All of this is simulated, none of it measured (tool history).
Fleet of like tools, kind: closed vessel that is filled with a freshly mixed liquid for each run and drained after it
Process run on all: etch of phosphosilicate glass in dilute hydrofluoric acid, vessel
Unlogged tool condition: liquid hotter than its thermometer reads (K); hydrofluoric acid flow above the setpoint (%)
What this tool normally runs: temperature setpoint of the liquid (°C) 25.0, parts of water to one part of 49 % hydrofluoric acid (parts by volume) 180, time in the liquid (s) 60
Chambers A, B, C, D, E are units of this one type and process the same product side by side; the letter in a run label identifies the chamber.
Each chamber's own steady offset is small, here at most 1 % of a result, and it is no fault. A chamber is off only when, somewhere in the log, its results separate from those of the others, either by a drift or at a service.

| run | day | temperature setpoint of the liquid (°C) | parts of water to one part of 49 % hydrofluoric acid (parts by volume) | time in the liquid (s) | hours since the thermometer was replaced | hours since the hydrofluoric acid flow meter was replaced | read-back film thickness of the phosphosilicate glass reference wafer, read on the same gauge (nm) | thickness taken off the phosphosilicate glass on a monitor wafer (angstrom) |
|---|---|---|---|---|---|---|---|---|
| 1C | 0.375 | 25.0 | 180 | 60 | 1177.3 | 705.7 | 110.03 | 190.580 |
| 2A | 0.996 | 25.0 | 180 | 60 | 380.4 | 921.5 | 109.98 | 190.990 |
| 3B | 1.408 | 25.0 | 180 | 60 | 195.6 | 211.0 | 110.00 | 193.500 |
| 4D | 1.892 | 25.0 | 180 | 60 | 77.3 | 882.3 | 109.99 | 187.640 |
| 5E | 2.246 | 25.0 | 180 | 60 | 997.1 | 832.8 | 110.03 | 189.700 |
| 6B | 2.546 | 25.0 | 180 | 60 | 222.9 | 238.3 | 110.01 | 190.640 |
| 7A | 2.917 | 25.0 | 180 | 60 | 426.5 | 967.6 | 109.98 | 189.050 |
| 8D | 3.233 | 25.0 | 180 | 60 | 109.5 | 914.5 | 109.99 | 186.770 |
| 9C | 3.721 | 25.0 | 180 | 60 | 1257.6 | 786.0 | 110.01 | 193.840 |
| 10E | 4.012 | 25.0 | 180 | 60 | 1039.5 | 875.2 | 110.00 | 189.210 |
| 11B | 4.596 | 25.0 | 180 | 60 | 272.1 | 287.5 | 110.00 | 190.730 |
| 12D | 5.200 | 25.0 | 180 | 60 | 156.7 | 961.7 | 109.96 | 188.880 |
| 13A | 5.708 | 25.0 | 180 | 60 | 493.5 | 1034.6 | 110.01 | 189.580 |
| 14C | 6.308 | 25.0 | 180 | 60 | 1319.7 | 848.1 | 110.00 | 195.310 |
| 15E | 6.788 | 28.5 | 180 | 75 | 1106.1 | 941.8 | 110.03 | 265.300 |
| 16A | 7.412 | 28.5 | 180 | 75 | 534.4 | 1075.5 | 109.99 | 267.420 |
| 17D | 7.754 | 28.5 | 180 | 75 | 218.0 | 1023.0 | 110.00 | 264.990 |
| 18C | 8.162 | 28.5 | 180 | 75 | 1364.2 | 892.6 | 110.00 | 276.140 |
| 19E | 8.708 | 28.5 | 180 | 75 | 1152.2 | 987.9 | 109.98 | 268.660 |
| 20B | 9.083 | 25.0 | 180 | 60 | 379.8 | 395.2 | 110.02 | 190.840 |
| 21B | 9.492 | 25.0 | 180 | 60 | 389.6 | 405.0 | 110.01 | 192.200 |
| 22C | 9.996 | 25.0 | 180 | 60 | 1408.2 | 936.6 | 109.98 | 196.930 |
| 23A | 10.554 | 25.0 | 180 | 60 | 609.8 | 1150.9 | 110.00 | 187.970 |
| 24E | 10.962 | 25.0 | 180 | 60 | 1206.3 | 1042.0 | 110.02 | 189.980 |
| 25D | 11.429 | 25.0 | 180 | 60 | 306.2 | 1111.2 | 110.00 | 190.640 |
| 26D | 12.067 | 25.0 | 180 | 60 | 321.5 | 1126.5 | 109.99 | 188.650 |
|  | 12.217 | chamber A: hydrofluoric acid flow meter replaced |
|  | 12.288 | chamber A: thermometer replaced |
| 27A | 12.488 | 25.0 | 180 | 60 | 4.8 | 6.5 | 109.98 | 187.410 |
| 28C | 12.879 | 25.0 | 180 | 60 | 1477.4 | 1005.8 | 109.99 | 198.000 |
| 29B | 13.438 | 25.0 | 180 | 60 | 484.3 | 499.7 | 109.97 | 188.090 |
| 30E | 13.762 | 25.0 | 180 | 60 | 1273.5 | 1109.2 | 109.96 | 191.240 |
| 31C | 14.392 | 25.0 | 180 | 60 | 1513.7 | 1042.1 | 109.99 | 199.220 |
| 32A | 14.738 | 25.0 | 180 | 60 | 58.8 | 60.5 | 110.02 | 190.510 |
|  | 14.921 | chamber B: hydrofluoric acid flow meter replaced |
| 33D | 15.229 | 29.5 | 180 | 60 | 397.4 | 1202.4 | 110.00 | 222.650 |
| 34E | 15.592 | 29.5 | 180 | 60 | 1317.4 | 1153.1 | 110.00 | 221.190 |
| 35B | 16.104 | 29.5 | 180 | 60 | 548.3 | 28.5 | 110.04 | 225.380 |
| 36B | 16.471 | 29.5 | 180 | 60 | 557.1 | 37.3 | 110.03 | 223.500 |
| 37A | 16.888 | 29.5 | 180 | 60 | 110.4 | 112.1 | 110.03 | 220.500 |
| 38C | 17.321 | 25.0 | 180 | 60 | 1584.0 | 1112.4 | 109.99 | 197.320 |
| 39E | 17.746 | 25.0 | 180 | 60 | 1369.1 | 1204.8 | 110.01 | 187.900 |
| 40D | 18.058 | 25.0 | 180 | 60 | 465.3 | 1270.3 | 110.02 | 188.340 |

Read the log: is a single chamber off, either drifting away or since a service, is the gauge that measures every chamber drifting, or is nothing wrong beyond small per-chamber offsets? Name any odd chamber and what most likely caused it.

It is chamber C that slowly wanders off from its peers.
What lies behind it: liquid hotter than its thermometer reads (K) = 1.66.
Not necessarily distinguishable in this log from: hydrofluoric acid flow above the setpoint (%).

Below are 4 candidate recipes for chamber C's next run, each the usual settings with a change, their results shown as question marks. Which of them brings C's results back in line with what the other chambers give on the usual settings?
A result is in line if it is within this distance of the other chambers' mean on the usual settings: thickness taken off the phosphosilicate glass on a monitor wafer (angstrom) 4.800
| 41C-1 | 18.517 | 27.0 | 180 | 60 |  |  |  | ? |
| 41C-2 | 18.517 | 24.5 | 180 | 55 |  |  |  | ? |
| 41C-3 | 18.517 | 23.0 | 180 | 60 |  |  |  | ? |
| 41C-4 | 18.517 | 28.0 | 180 | 60 |  |  |  | ? |

Average result of the remaining chambers running the usual settings: thickness taken off the phosphosilicate glass on a monitor wafer (angstrom) 189.330
| run | thickness taken off the phosphosilicate glass on a monitor wafer (angstrom) |
|---|---|
| 41C-1 | 219.460 |
| 41C-2 | 183.610 |
| 41C-3 | 189.310 |
| 41C-4 | 227.530 |
With 41C-3, the chamber falls back in line with the rest.
